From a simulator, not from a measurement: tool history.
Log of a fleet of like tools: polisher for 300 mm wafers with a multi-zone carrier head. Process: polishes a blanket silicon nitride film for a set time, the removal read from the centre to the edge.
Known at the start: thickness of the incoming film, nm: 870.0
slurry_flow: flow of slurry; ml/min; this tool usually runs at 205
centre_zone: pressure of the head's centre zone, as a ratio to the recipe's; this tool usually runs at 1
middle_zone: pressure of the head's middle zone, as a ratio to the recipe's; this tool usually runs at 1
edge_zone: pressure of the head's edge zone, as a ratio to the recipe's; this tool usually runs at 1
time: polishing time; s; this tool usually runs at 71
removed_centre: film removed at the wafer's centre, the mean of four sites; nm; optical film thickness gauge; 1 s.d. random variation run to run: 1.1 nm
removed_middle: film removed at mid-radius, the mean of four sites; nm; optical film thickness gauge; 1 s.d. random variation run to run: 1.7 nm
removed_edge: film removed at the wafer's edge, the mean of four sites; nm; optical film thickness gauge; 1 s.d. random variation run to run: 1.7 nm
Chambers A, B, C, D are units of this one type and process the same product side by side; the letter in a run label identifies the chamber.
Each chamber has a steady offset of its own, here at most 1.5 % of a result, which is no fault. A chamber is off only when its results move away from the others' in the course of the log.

run	hour	slurry_flow	centre_zone	middle_zone	edge_zone	time	wafers polished on this pad	hours since the slurry nozzle was cleaned	hours since the centre zone pressure was calibrated	hours since the edge zone pressure was calibrated	removed_centre	removed_middle	removed_edge
# hour 0.4: chamber C: worn pad replaced by a new one
1D	5.3	205	1	1	1	71	650	240.9	146.8	133.3	122.5	119.78	118.14
2A	9.8	205	1	1	1	71	148	118	52.1	230.7	117.43	118.72	116.85
3B	15.1	205	1	1	1	71	549	117.9	553.4	1066.5	118.39	117.28	121.01
# hour 16.2: chamber C: slurry nozzle cleaned
# hour 18.5: chamber D: worn pad replaced by a new one
4C	21.1	205	1	1	1	71	143	4.9	1350.6	183.5	120.46	122.03	117.8
5A	25.5	205	1	1	1	71	257	133.7	67.8	246.4	119.63	119.38	117.14
6C	28.5	205	1	1	1	71	195	12.3	1358	190.9	118.29	121.11	117.31
7D	32.8	205	1	1	1	71	99	268.4	174.3	160.8	119.94	118.84	122.92
8B	37.5	205	1	1	1	71	704	140.3	575.8	1088.9	119.53	117.8	114.28
9B	41.1	205	1	1	1	71	729	143.9	579.4	1092.5	117.54	117.42	117.16
10C	46.9	205	1	0.89	1	71	322	30.7	1376.4	209.3	120.97	108.52	118.13
# hour 49.2: chamber B: worn pad replaced by a new one
11A	50.7	205	1	0.89	1	71	431	158.9	93	271.6	119.91	107.53	118.79
12D	54	205	1	0.89	1	71	246	289.6	195.5	182	120.47	106.6	122.85
13A	59.4	205	1	0.89	1	71	492	167.6	101.7	280.3	120.06	107.16	116.89
14C	63.3	205	1	1	1	71	436	47.1	1392.8	225.7	119.64	118.74	117.75
15D	67.3	205	1	1	1	71	338	302.9	208.8	195.3	119.16	118.12	118.75
# hour 69.5: chamber A: worn pad replaced by a new one
16B	70.6	205	1	1.07	1	71	149	173.4	608.9	1122	115.13	122.96	110.77
17D	75.3	205	1	1.07	1	71	394	310.9	216.8	203.3	119.39	123.79	120.01
18C	80.5	205	1	1.07	1	71	555	64.3	1410	242.9	121.04	128.28	118.29
# hour 85.1: chamber B: edge zone pressure recalibrated
19A	86.3	205	1	1.07	1	71	117	194.5	128.6	307.2	117.97	127.88	117.88
20B	92.6	205	1	1	1	71	301	195.4	630.9	7.5	113.47	114.94	116.17
21A	97.6	205	1	1	1	71	195	205.8	139.9	318.5	120.28	117.42	117.7
22D	100.7	205	1	1	1	71	570	336.3	242.2	228.7	121.16	120.08	121.43
23B	104.3	205	1	1	1	71	382	207.1	642.6	19.2	111.82	113.73	110.98
24C	107.8	205	1	1	1	71	744	91.6	1437.3	270.2	121.51	117.1	116.35
25B	110.6	205	1	1	1	71	426	213.4	648.9	25.5	112.21	116.18	111.46
26D	116.4	205	1	1	1	71	679	352	257.9	244.4	121.39	120.06	118.95
27C	122.8	205	1	1	1	71	848	106.6	1452.3	285.2	120.44	119.81	116.4

Has any chamber moved away from the others, gradually or after a service, or does the common gauge drift, or do the chambers differ only by their own small steady offsets? State the chamber and the most likely cause if one applies.

One chamber, B, drifts off from the rest bit by bit.
Likeliest cause: slurry flow missing at the pad, % = 37.1.

Which of the 4 candidates below, each the usual settings with something changed and its results left as question marks, puts chamber B back in line with what the other chambers give on the usual settings?
A result is in line if it is within this distance of the other chambers' mean on the usual settings: removed_centre 3.7 nm; removed_middle 5.8 nm; removed_edge 5.9 nm
28B-1	127.4	195	0.96	0.99	1.02	62					?	?	?
28B-2	127.4	210	1.02	1.01	0.99	76					?	?	?
28B-3	127.4	200	0.98	0.99	1.01	66					?	?	?
28B-4	127.4	215	1.04	1.01	0.98	80					?	?	?

The other chambers' mean on the usual settings: removed_centre 119.86 nm; removed_middle 119.55 nm; removed_edge 118.87 nm
run	removed_centre	removed_middle	removed_edge
28B-1	89.542	94.46	97.286
28B-2	119.65	119.93	118.78
28B-3	98.176	101.14	103.46
28B-4	129.42	126.87	124.83
28B-2 brings the chamber back in line.

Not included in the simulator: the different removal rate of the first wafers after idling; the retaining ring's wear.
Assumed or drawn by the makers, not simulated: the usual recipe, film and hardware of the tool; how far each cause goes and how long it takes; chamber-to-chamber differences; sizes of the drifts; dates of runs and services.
